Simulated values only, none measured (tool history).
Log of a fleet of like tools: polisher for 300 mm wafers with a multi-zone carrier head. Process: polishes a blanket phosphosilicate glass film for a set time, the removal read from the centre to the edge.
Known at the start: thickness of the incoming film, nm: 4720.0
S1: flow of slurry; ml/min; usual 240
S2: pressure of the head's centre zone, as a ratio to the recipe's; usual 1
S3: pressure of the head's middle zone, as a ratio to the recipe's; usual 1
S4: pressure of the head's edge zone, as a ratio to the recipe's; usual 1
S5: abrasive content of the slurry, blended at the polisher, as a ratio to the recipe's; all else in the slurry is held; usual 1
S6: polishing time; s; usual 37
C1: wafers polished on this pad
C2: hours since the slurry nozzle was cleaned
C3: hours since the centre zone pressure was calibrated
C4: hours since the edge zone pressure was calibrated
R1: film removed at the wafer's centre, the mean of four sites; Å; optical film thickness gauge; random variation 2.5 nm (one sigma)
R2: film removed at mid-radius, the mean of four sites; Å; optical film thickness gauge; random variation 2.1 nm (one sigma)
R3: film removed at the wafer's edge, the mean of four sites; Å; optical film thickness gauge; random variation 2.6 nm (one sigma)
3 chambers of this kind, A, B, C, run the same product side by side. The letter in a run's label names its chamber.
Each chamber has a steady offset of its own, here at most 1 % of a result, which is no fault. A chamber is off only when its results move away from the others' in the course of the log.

run   hour   S1  S2  S3    S4   S5  S6    C1     C2     C3     C4      R1      R2      R3
 1B    9.4  240   1   1     1    1  37   181  368.9   63.6  139.1  2402.1  2392.7  2444.3
 2C   18.7  240   1   1     1    1  37   979  430.5  429.5   88.3  2415.3  2391.5  2392.3
 3A   30.2  240   1   1     1    1  37   377  102.5  726.3  106.1    2399  2412.5  2358.6
 4C   41.9  240   1   1     1    1  37  1266  453.7  452.7  111.5  2463.6  2400.6    2398
      45.3  -- chamber A: worn pad replaced by a new one
 5A   48.6  240   1   1     1    1  37    41  120.9  744.7  124.5  2365.5  2450.6  2368.9
      51.8  -- chamber C: worn pad replaced by a new one
 6B     59  240   1   1     1    1  37   795  418.5  113.2  188.7  2425.2    2405  2473.6
 7C   69.4  240   1   1     1    1  37   218  481.2  480.2    139  2420.8  2403.2  2399.2
      70.2  -- chamber B: worn pad replaced by a new one
 8A   78.9  315   1   1     1    1  30   416  151.2    775  154.8  2021.4    2023  1968.2
 9B   84.7  315   1   1     1    1  30   180  444.2  138.9  214.4  2022.9  2014.9  2008.2
10B   90.7  315   1   1     1    1  30   254  450.2  144.9  220.4    2049  2012.6    2001
        96  -- chamber A: worn pad replaced by a new one
11C   96.8  185   1   1  0.91    1  37   557  508.6  507.6  166.4  2324.3  2315.5  2203.2
12A    104  185   1   1  0.91    1  37    99  176.3  800.1  179.9  2321.3  2310.4  2248.4
13A  109.8  185   1   1  0.91    1  37   171  182.1  805.9  185.7  2329.8  2336.3  2202.8
14B    121  240   1   1     1    1  37   629  480.5  175.2  250.7  2424.9  2379.2  2407.7
15C  128.9  240   1   1     1  1.1  27   954  540.7  539.7  198.5  1865.4  1836.4  1821.2
16B  140.4  240   1   1     1  1.1  27   869  499.9  194.6  270.1  1833.5  1825.6  1854.8
     148.3  -- chamber B: worn pad replaced by a new one
     149.7  -- chamber A: worn pad replaced by a new one
17C  151.1  240   1   1     1  1.1  27  1229  562.9  561.9  220.7  1881.6  1801.4  1863.1
     151.9  -- chamber C: worn pad replaced by a new one
18A  160.4  240   1   1     1    1  37   133  232.7  856.5  236.3  2410.2  2404.1  2446.8
19C  168.3  240   1   1     1    1  37   203  580.1  579.1  237.9  2421.6    2410  2409.8
20B  176.9  240   1   1     1    1  37   354  536.4  231.1  306.6  2454.6  2411.3  2449.7
21A  188.3  240   1   1     1    1  37   478  260.6  884.4  264.2  2410.7  2451.1  2382.8
22A  196.3  240   1   1     1    1  37   577  268.6  892.4  272.2  2369.1  2430.1  2420.8
       198  -- chamber A: worn pad replaced by a new one
23C    207  240   1   1     1    1  31   682  618.8  617.8  276.6  2012.8    2000    2054
     215.3  -- chamber A: slurry nozzle cleaned
24B  216.5  240   1   1     1    1  31   844    576  270.7  346.2    2030  2032.1  2020.7
     221.5  -- chamber C: centre zone pressure recalibrated
     223.5  -- chamber B: worn pad replaced by a new one
25A  226.2  240   1   1     1    1  31   349     11  922.3  302.1  2045.8  2057.8  2015.9
26B  235.6  240   1   1     1    1  37   149  595.1  289.8  365.3  2383.2  2398.3  2387.5
27C  242.8  240   1   1     1    1  37  1125  654.6   21.3  312.4  2439.9  2386.8  2415.2

Next, every chamber runs the same settings. What will each give?
28A  251.4  175   1   1   1   1  37                   ?   ?   ?
28B  251.4  175   1   1   1   1  37                   ?   ?   ?
28C  251.4  175   1   1   1   1  37                   ?   ?   ?

run      R1      R2      R3
28A  2257.7  2324.7  2293.4
28B  2293.2  2279.3  2338.9
28C  2304.5  2328.7  2384.5
